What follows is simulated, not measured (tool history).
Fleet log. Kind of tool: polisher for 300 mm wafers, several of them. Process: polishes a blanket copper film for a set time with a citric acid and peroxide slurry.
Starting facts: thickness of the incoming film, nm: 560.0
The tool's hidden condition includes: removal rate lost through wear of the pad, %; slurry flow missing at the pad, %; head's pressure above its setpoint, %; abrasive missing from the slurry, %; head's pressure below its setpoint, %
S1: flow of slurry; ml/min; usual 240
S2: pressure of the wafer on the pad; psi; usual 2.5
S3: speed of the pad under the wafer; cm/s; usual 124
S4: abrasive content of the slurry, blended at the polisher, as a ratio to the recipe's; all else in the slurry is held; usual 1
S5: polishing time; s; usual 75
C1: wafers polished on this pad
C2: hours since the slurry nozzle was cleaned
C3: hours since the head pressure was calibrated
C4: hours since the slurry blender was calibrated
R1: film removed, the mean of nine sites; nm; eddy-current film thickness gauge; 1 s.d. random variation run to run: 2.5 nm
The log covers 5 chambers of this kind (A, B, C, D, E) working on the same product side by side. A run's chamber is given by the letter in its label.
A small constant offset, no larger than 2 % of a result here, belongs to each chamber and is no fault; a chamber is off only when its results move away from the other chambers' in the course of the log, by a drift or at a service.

run   hour   S1   S2   S3    S4  S5    C1     C2     C3     C4      R1
 1A    4.3  240  2.5  124     1  75   660  319.8  304.4    230   187.4
         9  -- chamber C: worn pad replaced by a new one
 2D   10.6  240  2.5  124     1  75   509   12.1  763.5  181.9  197.49
 3B     17  240  2.5  124     1  75   593  151.6    242    153  191.13
      21.8  -- chamber D: slurry blender recalibrated
 4E   23.3  240  2.5  124     1  75  1000  495.6    187  329.8  191.12
      24.4  -- chamber E: worn pad replaced by a new one
      27.5  -- chamber D: worn pad replaced by a new one
 5C   28.4  240  2.5  124     1  75   257  163.6  581.1  256.5  192.39
      30.5  -- chamber B: worn pad replaced by a new one
 6C   31.3  240  2.5  124     1  75   295  166.5    584  259.4  191.48
 7A   34.6  240  2.5  140  1.15  75  1061  350.1  334.7  260.3  216.15
 8B   40.8  240  2.5  140  1.15  75   136  175.4  265.8  176.8  222.66
      40.9  -- chamber C: slurry blender recalibrated
      42.1  -- chamber A: slurry blender recalibrated
 9E   44.2  240  2.5  140  1.15  75   262  516.5  207.9  350.7  220.33
10D   49.5  240  2.5  140  1.15  75   291     51  802.4   27.7  225.77
      50.4  -- chamber A: head pressure recalibrated
11B   55.6  240  2.5  140  1.15  75   332  190.2  280.6  191.6  223.81
12D   60.4  240  2.5  124     1  75   435   61.9  813.3   38.6   189.5
      61.9  -- chamber C: worn pad replaced by a new one
13C   64.3  240  2.5  124     1  75    31  199.5    617   23.4  192.78
14A   70.2  240  2.5  124     1  75  1531  385.7   19.9   28.2  189.05
15E   76.3  240  2.5  124     1  75   687  548.6    240  382.8   190.5
      80.6  -- chamber E: slurry nozzle cleaned
16B   81.7  240  2.5  124     1  75   677  216.3  306.7  217.7  191.61
      87.5  -- chamber B: worn pad replaced by a new one
17E     88  240  2.5  124     1  75   841    7.5  251.7  394.5  196.08
      88.3  -- chamber D: worn pad replaced by a new one
18C   93.8  240  2.5  124     1  75   421    229  646.5   52.9  187.62
19D   99.2  240  2.5  124     1  75   144  100.7  852.1   77.4  195.37
20A  104.2  240  2.5  146     1  75  1981  419.7   53.9   62.2  212.27
     106.9  -- chamber E: worn pad replaced by a new one
21A  110.6  240  2.5  146     1  75  2065  426.1   60.3   68.6  215.94
     112.3  -- chamber C: worn pad replaced by a new one
22D  114.6  240  2.5  146     1  75   347  116.1  867.5   92.8  226.37
     115.6  -- chamber E: slurry blender recalibrated
23C  120.5  240  2.5  146     1  75   108  255.7  673.2   79.6  224.88
     124.4  -- chamber B: head pressure recalibrated
24B  125.6  240  2.5  146     1  75   504  260.2    1.2  261.6  223.61
25E  129.7  240  2.5  124     1  75   301   49.2  293.4   14.2  193.03
26E  135.2  240  2.5  124   0.8  87   374   54.7  298.9   19.7  207.59
27A  140.3  240  2.5  124   0.8  87  2458  455.8     90   98.3  200.92
28C  143.5  240  2.5  124   0.8  87   412  278.7  696.2  102.6   210.8
29D  147.4  240  2.5  124   0.8  87   781  148.9  900.3  125.6  212.77
     147.7  -- chamber D: worn pad replaced by a new one
30B  150.6  240  2.5  124   0.8  87   835  285.2   26.2  286.6  213.84
31A  154.8  240  2.5  124     1  75  2650  470.3  104.5  112.8  177.81
     157.3  -- chamber C: worn pad replaced by a new one
32D  159.9  240  2.5  124     1  75   161  161.4  912.8  138.1  193.35
33C  165.5  240  2.5  124  0.85  75   109  300.7  718.2  124.6  187.59

Next, every chamber runs the same settings. What will each give?
34A  170.1  240  2.2  124   1  75                   ?
34B  170.1  240  2.2  124   1  75                   ?
34C  170.1  240  2.2  124   1  75                   ?
34D  170.1  240  2.2  124   1  75                   ?
34E  170.1  240  2.2  124   1  75                   ?

run      R1
34A  153.83
34B  165.06
34C  172.75
34D  170.41
34E  170.81
